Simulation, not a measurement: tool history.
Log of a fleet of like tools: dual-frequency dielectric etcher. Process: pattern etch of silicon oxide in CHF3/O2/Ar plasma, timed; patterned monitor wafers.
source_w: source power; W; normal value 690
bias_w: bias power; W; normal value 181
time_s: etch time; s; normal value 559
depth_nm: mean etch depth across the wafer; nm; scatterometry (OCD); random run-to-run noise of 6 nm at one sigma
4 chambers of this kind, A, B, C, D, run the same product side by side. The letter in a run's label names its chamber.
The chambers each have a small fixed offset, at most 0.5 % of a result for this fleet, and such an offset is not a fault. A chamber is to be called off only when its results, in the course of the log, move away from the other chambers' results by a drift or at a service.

run	day	source_w	bias_w	time_s	read-back reference wafer on the same gauge, depth_nm	depth_nm
1A	0.338	690	181	559	981.69	1164.8
# day 0.496: chamber D: wet clean of the chamber
2C	0.633	690	181	559	980.77	1162.8
3B	0.933	690	181	559	979.92	1159.8
4D	1.458	690	181	559	980.63	1152.9
5A	1.862	690	181	559	979.49	1162.8
6D	2.338	690	181	559	978.64	1154.4
7C	2.779	690	181	559	980.58	1172.8
8B	3.096	690	181	559	978.99	1168.3
9B	3.446	690	159	559	979.37	1113.5
10C	3.779	690	159	559	979.97	1113.2
11D	4.175	690	159	559	980.55	1118.3
12A	4.642	690	159	559	980.59	1111.7
13D	5.104	690	181	559	979.2	1167.6
14C	5.379	690	181	559	978.78	1172.7
15B	5.729	690	181	559	979.24	1159.1
16A	6.283	690	147	642.5	979.35	1251.6
17A	6.542	690	147	642.5	979.45	1242.7
18B	6.904	690	147	642.5	980.29	1257
19C	7.275	690	147	642.5	979.27	1252.3
20D	7.55	690	181	559	981.17	1167.7
21C	7.871	690	181	559	979.09	1172.1
# day 8.004: chamber A: bias power generator calibrated
# day 8.338: chamber A: wet clean of the chamber
22B	8.354	690	181	559	980.37	1173
# day 8.65: chamber C: wet clean of the chamber
23A	8.679	690	181	559	980.13	1159.7
24D	9.108	690	181	559	980.41	1166.6
25D	9.525	690	181	559	979.52	1158.4
26C	10.008	690	181	559	979.53	1179.8
27A	10.312	690	181	559	980.17	1158
28B	10.708	690	181	559	980.12	1165.3
29A	11.208	690	181	559	979.97	1156.4
30B	11.529	690	181	559	979.31	1160.6

Has any chamber moved away from the others, gradually or after a service, or does the common gauge drift, or do the chambers differ only by their own small steady offsets? State the chamber and the most likely cause if one applies.

The fleet is healthy, with each chamber sitting at its usual small offset and no drift in the gauge.
